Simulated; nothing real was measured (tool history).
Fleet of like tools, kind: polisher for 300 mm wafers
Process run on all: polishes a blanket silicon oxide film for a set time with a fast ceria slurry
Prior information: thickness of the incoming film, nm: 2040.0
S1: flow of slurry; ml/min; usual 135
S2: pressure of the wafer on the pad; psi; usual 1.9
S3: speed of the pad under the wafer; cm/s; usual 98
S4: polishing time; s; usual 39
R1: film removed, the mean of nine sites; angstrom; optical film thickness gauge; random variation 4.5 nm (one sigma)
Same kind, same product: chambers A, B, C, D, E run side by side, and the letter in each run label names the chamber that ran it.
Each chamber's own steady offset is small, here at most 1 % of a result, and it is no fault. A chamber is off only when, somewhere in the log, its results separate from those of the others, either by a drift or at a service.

At hour 3.8: chamber E: worn pad replaced by a new one.
Run 1C, hour 12.8: usual settings. Result: R1 4284.2 angstrom.
Run 2D, hour 19.7: usual settings. Result: R1 4344.7 angstrom.
Run 3E, hour 28.3: usual settings. Result: R1 4349.1 angstrom.
At hour 30.7: chamber A: worn pad replaced by a new one.
At hour 32.7: chamber C: worn pad replaced by a new one.
At hour 35.2: chamber C: slurry nozzle cleaned.
Run 4B, hour 36.6: usual settings. Result: R1 4224.0 angstrom.
At hour 48.9: chamber B: worn pad replaced by a new one.
Run 5A, hour 51.9: usual settings. Result: R1 4277.9 angstrom.
At hour 52.3: chamber D: head pressure recalibrated.
At hour 65.4: chamber D: worn pad replaced by a new one.
Run 6E, hour 67.4: usual settings. Result: R1 4264.0 angstrom.
Run 7A, hour 75.8: usual settings. Result: R1 4310.9 angstrom.
Run 8B, hour 88.5: usual settings. Result: R1 4283.7 angstrom.
Run 9C, hour 95.4: usual settings. Result: R1 4266.9 angstrom.
At hour 95.7: chamber E: worn pad replaced by a new one.
Run 10D, hour 107.9: usual settings. Result: R1 4240.2 angstrom.
At hour 118.4: chamber C: worn pad replaced by a new one.
Run 11A, hour 119.3: usual settings. Result: R1 4250.0 angstrom.
At hour 120.8: chamber B: slurry nozzle cleaned.
Run 12C, hour 133.6: usual settings. Result: R1 4254.1 angstrom.
Run 13B, hour 144.7: usual settings. Result: R1 4328.5 angstrom.
At hour 144.9: chamber A: worn pad replaced by a new one.
At hour 149.8: chamber B: worn pad replaced by a new one.
Run 14E, hour 155.6: usual settings but S3 124 cm/s, S4 47 s. Result: R1 6677.0 angstrom.
At hour 157.0: chamber D: worn pad replaced by a new one.
Run 15D, hour 163.1: usual settings but S3 124 cm/s, S4 47 s. Result: R1 6552.3 angstrom.
Run 16B, hour 172.8: usual settings but S3 124 cm/s, S4 47 s. Result: R1 6540.9 angstrom.
At hour 181.0: chamber E: worn pad replaced by a new one.
Run 17E, hour 187.6: usual settings but S3 124 cm/s, S4 47 s. Result: R1 6566.9 angstrom.
Run 18A, hour 202.0: usual settings but S3 124 cm/s, S4 47 s. Result: R1 6506.9 angstrom.
At hour 202.8: chamber C: worn pad replaced by a new one.
Run 19D, hour 210.8: usual settings. Result: R1 4276.0 angstrom.
Run 20C, hour 224.1: usual settings. Result: R1 4236.6 angstrom.
At hour 231.9: chamber A: worn pad replaced by a new one.
Run 21E, hour 233.9: usual settings but S2 2.3 psi, S4 29 s. Result: R1 3850.9 angstrom.
Run 22C, hour 242.6: usual settings but S2 2.3 psi, S4 29 s. Result: R1 3904.2 angstrom.
At hour 247.1: chamber D: worn pad replaced by a new one.
At hour 251.2: chamber B: worn pad replaced by a new one.
Run 23D, hour 257.4: usual settings but S2 2.3 psi, S4 29 s. Result: R1 3901.4 angstrom.
Run 24A, hour 270.1: usual settings but S2 2.3 psi, S4 29 s. Result: R1 3806.6 angstrom.
At hour 271.5: chamber E: head pressure recalibrated.
Run 25B, hour 282.0: usual settings but S2 2.3 psi, S4 29 s. Result: R1 3867.5 angstrom.
At hour 282.2: chamber E: worn pad replaced by a new one.
At hour 290.0: chamber C: worn pad replaced by a new one.
Run 26E, hour 292.1: usual settings. Result: R1 4332.0 angstrom.
Run 27A, hour 304.3: usual settings. Result: R1 4161.1 angstrom.
At hour 306.7: chamber A: head pressure recalibrated.
At hour 317.6: chamber A: worn pad replaced by a new one.
Run 28C, hour 319.2: usual settings. Result: R1 4286.1 angstrom.
Run 29D, hour 328.0: usual settings but S3 88 cm/s. Result: R1 3817.1 angstrom.
At hour 333.6: chamber D: worn pad replaced by a new one.
Run 30B, hour 337.1: usual settings but S3 88 cm/s. Result: R1 3826.1 angstrom.
Run 31E, hour 352.7: usual settings but S3 88 cm/s. Result: R1 3857.8 angstrom.
At hour 355.4: chamber B: worn pad replaced by a new one.
At hour 356.5: chamber C: slurry nozzle cleaned.
Run 32A, hour 364.4: usual settings but S3 88 cm/s. Result: R1 3737.8 angstrom.
At hour 366.2: chamber E: worn pad replaced by a new one.
At hour 367.8: chamber E: slurry nozzle cleaned.
Run 33C, hour 375.5: usual settings but S3 88 cm/s. Result: R1 3850.4 angstrom.
Run 34D, hour 390.7: usual settings but S1 120 ml/min, S2 1.6 psi. Result: R1 3492.3 angstrom.
At hour 395.9: chamber C: worn pad replaced by a new one.
Run 35B, hour 405.7: usual settings but S1 120 ml/min, S2 1.6 psi. Result: R1 3492.1 angstrom.
Run 36D, hour 416.9: usual settings but S1 120 ml/min, S2 1.6 psi. Result: R1 3560.7 angstrom.
At hour 427.4: chamber A: worn pad replaced by a new one.
Run 37B, hour 428.8: usual settings but S1 120 ml/min, S2 1.6 psi. Result: R1 3555.9 angstrom.
Run 38E, hour 443.4: usual settings but S1 120 ml/min, S2 1.6 psi. Result: R1 3537.0 angstrom.
Run 39A, hour 453.3: usual settings. Result: R1 3940.5 angstrom.
Run 40C, hour 464.0: usual settings. Result: R1 4246.8 angstrom.
At hour 470.4: chamber E: worn pad replaced by a new one.
Run 41E, hour 478.2: usual settings. Result: R1 4270.0 angstrom.

Does one chamber stand apart from the rest, does the shared gauge drift, or is all well apart from small per-chamber offsets? Give the chamber and the most likely cause, where there is one.

One chamber, A, drifts off from the rest bit by bit.
Cause: slurry flow missing at the pad, % = 28.1.

Which of the 4 candidates below, each the usual settings with something changed and its results left as question marks, puts chamber A back in line with what the other chambers give on the usual settings?
Maximum distance from the other chambers' mean on the usual settings for a result to count as in line: R1 160.0 angstrom
Run 42A-1, hour 489.4: usual settings but S3 102 cm/s, S4 40 s. Result: R1 ?.
Run 42A-2, hour 489.4: usual settings but S3 94 cm/s, S4 38 s. Result: R1 ?.
Run 42A-3, hour 489.4: usual settings but S4 34 s. Result: R1 ?.
Run 42A-4, hour 489.4: usual settings but S2 2.0 psi, S3 102 cm/s, S4 41 s. Result: R1 ?.

The other chambers' mean on the usual settings: R1 4273.0 angstrom
  run      R1
42A-1  4257.1
42A-2  3723.3
42A-3  3474.9
42A-4  4589.8
42A-1 is the one that brings the chamber's results back in line with the other chambers.

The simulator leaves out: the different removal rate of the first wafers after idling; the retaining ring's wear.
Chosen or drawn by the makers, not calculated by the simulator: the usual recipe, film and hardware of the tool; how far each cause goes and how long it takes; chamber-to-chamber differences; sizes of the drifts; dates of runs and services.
